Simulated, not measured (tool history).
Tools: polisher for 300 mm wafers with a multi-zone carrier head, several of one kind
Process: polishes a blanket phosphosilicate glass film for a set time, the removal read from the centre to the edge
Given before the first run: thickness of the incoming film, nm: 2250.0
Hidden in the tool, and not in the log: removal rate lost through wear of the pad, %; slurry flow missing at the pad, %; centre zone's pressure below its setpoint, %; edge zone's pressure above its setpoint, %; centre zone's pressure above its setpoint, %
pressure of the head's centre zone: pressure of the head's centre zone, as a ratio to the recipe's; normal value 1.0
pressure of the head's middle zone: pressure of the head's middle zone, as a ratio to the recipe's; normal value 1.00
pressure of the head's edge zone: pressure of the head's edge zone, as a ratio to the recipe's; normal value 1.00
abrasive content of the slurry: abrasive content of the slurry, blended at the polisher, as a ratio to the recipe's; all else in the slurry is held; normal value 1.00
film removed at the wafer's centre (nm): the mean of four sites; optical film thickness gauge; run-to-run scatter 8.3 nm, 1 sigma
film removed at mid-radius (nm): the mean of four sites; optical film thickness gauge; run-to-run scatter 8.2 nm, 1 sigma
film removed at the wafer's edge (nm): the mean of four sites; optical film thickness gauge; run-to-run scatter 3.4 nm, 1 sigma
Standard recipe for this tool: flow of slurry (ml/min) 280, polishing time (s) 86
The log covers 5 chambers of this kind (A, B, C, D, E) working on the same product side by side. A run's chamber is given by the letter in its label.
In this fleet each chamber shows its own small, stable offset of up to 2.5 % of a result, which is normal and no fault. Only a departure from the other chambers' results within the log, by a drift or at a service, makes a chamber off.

run    day  flow of slurry (ml/min)  pressure of the head's centre zone  pressure of the head's middle zone  pressure of the head's edge zone  abrasive content of the slurry  polishing time (s)  wafers polished on this pad  hours since the slurry nozzle was cleaned  hours since the centre zone pressure was calibrated  hours since the edge zone pressure was calibrated  film removed at the wafer's centre (nm)  film removed at mid-radius (nm)  film removed at the wafer's edge (nm)
     0.092  -- chamber D: worn pad replaced by a new one
 1B  0.242                      280                                 1.0                                1.00                              1.00                            1.00                  86                          536                                      256.6                                                299.4                                               54.8                                   554.63                           552.45                                 554.84
 2D  0.396                      280                                 1.0                                1.00                              1.00                            1.00                  86                           91                                      252.3                                                105.5                                              605.9                                   578.03                           567.98                                 557.56
     0.504  -- chamber E: edge zone pressure recalibrated
 3A  0.650                      280                                 1.0                                1.00                              1.00                            1.00                  86                          339                                      240.4                                                278.9                                              518.2                                   558.54                           562.82                                 560.32
 4C  0.783                      280                                 1.0                                1.00                              1.00                            1.00                  86                          353                                      185.9                                                552.1                                              193.5                                   559.54                           554.47                                 564.92
 5E  0.954                      280                                 1.0                                1.00                              1.00                            1.00                  86                          751                                       68.3                                                256.5                                               10.8                                   554.44                           568.77                                 569.17
 6C  1.188                      280                                 1.0                                1.00                              1.00                            1.00                  86                          473                                      195.6                                                561.8                                              203.2                                   546.32                           553.08                                 558.13
 7D  1.442                      280                                 1.0                                1.00                              1.00                            1.00                  86                          404                                      277.4                                                130.6                                              631.0                                   551.99                           570.91                                 562.00
 8E  1.629                      280                                 1.0                                1.00                              1.00                            1.00                  86                          953                                       84.5                                                272.7                                               27.0                                   562.38                           567.86                                 572.30
     1.650  -- chamber E: worn pad replaced by a new one
     1.729  -- chamber C: worn pad replaced by a new one
 9B  1.817                      280                                 1.0                                1.00                              1.00                            1.00                  86                         1006                                      294.4                                                337.2                                               92.6                                   571.40                           556.93                                 552.72
10A  1.962                      280                                 1.0                                1.00                              1.00                            0.75                  86                          731                                      271.9                                                310.4                                              549.7                                   477.48                           494.40                                 494.40
11C  2.225                      280                                 1.0                                1.00                              1.00                            0.75                  86                          148                                      220.5                                                586.7                                              228.1                                   484.77                           500.51                                 493.49
     2.358  -- chamber B: worn pad replaced by a new one
12B  2.421                      280                                 1.0                                1.00                              1.00                            0.75                  86                           19                                      308.9                                                351.7                                              107.1                                   491.53                           472.14                                 485.52
13A  2.562                      280                                 1.0                                1.00                              1.00                            0.75                  86                          910                                      286.3                                                324.8                                              564.1                                   467.88                           498.42                                 496.09
     2.688  -- chamber C: slurry nozzle cleaned
14E  2.758                      280                                 1.0                                1.00                              1.00                            0.75                  86                          331                                      111.6                                                299.8                                               54.1                                   482.68                           500.03                                 489.56
     2.775  -- chamber D: worn pad replaced by a new one
15D  2.929                      280                                 1.0                                1.00                              1.00                            1.00                  86                           46                                      313.1                                                166.3                                              666.7                                   545.81                           573.30                                 568.32
     3.004  -- chamber A: worn pad replaced by a new one
16E  3.150                      280                                 1.0                                1.00                              1.00                            1.00                  86                          448                                      121.0                                                309.2                                               63.5                                   552.70                           563.45                                 563.63
17A  3.283                      280                                 1.0                                1.00                              1.00                            1.00                  86                           83                                      303.6                                                342.1                                              581.4                                   548.97                           549.88                                 563.97
18B  3.567                      280                                 1.1                                1.00                              1.00                            1.00                  86                          361                                      336.4                                                379.2                                              134.6                                   627.16                           558.40                                 553.28
19D  3.738                      280                                 1.1                                1.00                              1.00                            1.00                  86                          288                                      332.5                                                185.7                                              686.1                                   627.56                           571.88                                 561.91
20C  3.892                      280                                 1.1                                1.00                              1.00                            1.00                  86                          646                                       28.9                                                626.7                                              268.1                                   608.54                           545.87                                 561.87
     4.012  -- chamber C: worn pad replaced by a new one
21E  4.079                      280                                 1.1                                1.00                              1.00                            1.00                  86                          725                                      143.3                                                331.5                                               85.8                                   626.69                           573.52                                 571.10
22B  4.250                      280                                 1.1                                1.00                              1.00                            1.00                  86                          565                                      352.8                                                395.6                                              151.0                                   618.66                           568.82                                 550.70
     4.362  -- chamber E: worn pad replaced by a new one
23C  4.467                      280                                 1.0                                1.00                              0.94                            1.00                 102                          135                                       42.7                                                640.5                                              281.9                                   661.40                           668.09                                 649.97
24D  4.758                      280                                 1.0                                1.00                              0.94                            1.00                 102                          592                                      357.0                                                210.2                                              710.6                                   663.35                           675.88                                 642.24
25A  4.946                      280                                 1.0                                1.00                              0.94                            1.00                 102                          580                                      343.5                                                382.0                                              621.3                                   616.13                           665.73                                 639.92
     5.058  -- chamber D: worn pad replaced by a new one
26A  5.204                      280                                 1.0                                1.00                              0.94                            1.00                 102                          657                                      349.7                                                388.2                                              627.5                                   632.89                           674.78                                 652.16
27E  5.379                      280                                 1.0                                1.00                              0.94                            1.00                 102                          304                                      174.5                                                362.7                                              117.0                                   673.87                           660.07                                 653.05
28C  5.633                      280                                 1.0                                1.00                              1.00                            1.00                  86                          484                                       70.7                                                668.5                                              309.9                                   553.86                           573.00                                 556.61
29B  5.875                      280                                 1.0                                1.04                              1.00                            1.00                  86                         1050                                      391.8                                                434.6                                              190.0                                   557.61                           570.24                                 562.95
30D  6.042                      280                                 1.0                                1.04                              1.00                            1.00                  86                          294                                      387.8                                                241.0                                              741.4                                   554.06                           585.33                                 566.68
31E  6.304                      280                                 1.0                                1.04                              1.00                            1.00                  86                          580                                      196.7                                                384.9                                              139.2                                   543.57                           585.35                                 570.47
32A  6.475                      280                                 1.0                                1.04                              1.00                            1.00                  86                         1036                                      380.2                                                418.7                                              658.0                                   509.59                           591.95                                 563.46
33D  6.717                      280                                 1.0                                1.04                              1.00                            1.00                  86                          495                                      404.0                                                257.2                                              757.6                                   551.33                           582.74                                 564.49

All chambers now run identical settings, listed one chamber a line with results as question marks. What results will each chamber show?
34A  6.938                      280                                 1.0                                1.00                              1.04                            1.00                  86                                                                                                                                                                                                                        ?                                ?                                      ?
34B  6.938                      280                                 1.0                                1.00                              1.04                            1.00                  86                                                                                                                                                                                                                        ?                                ?                                      ?
34C  6.938                      280                                 1.0                                1.00                              1.04                            1.00                  86                                                                                                                                                                                                                        ?                                ?                                      ?
34D  6.938                      280                                 1.0                                1.00                              1.04                            1.00                  86                                                                                                                                                                                                                        ?                                ?                                      ?
34E  6.938                      280                                 1.0                                1.00                              1.04                            1.00                  86                                                                                                                                                                                                                        ?                                ?                                      ?

run  film removed at the wafer's centre (nm)  film removed at mid-radius (nm)  film removed at the wafer's edge (nm)
34A                                   508.70                           579.03                                 567.58
34B                                   554.46                           561.70                                 567.24
34C                                   547.90                           565.46                                 573.60
34D                                   551.39                           561.90                                 573.20
34E                                   566.87                           563.33                                 586.45
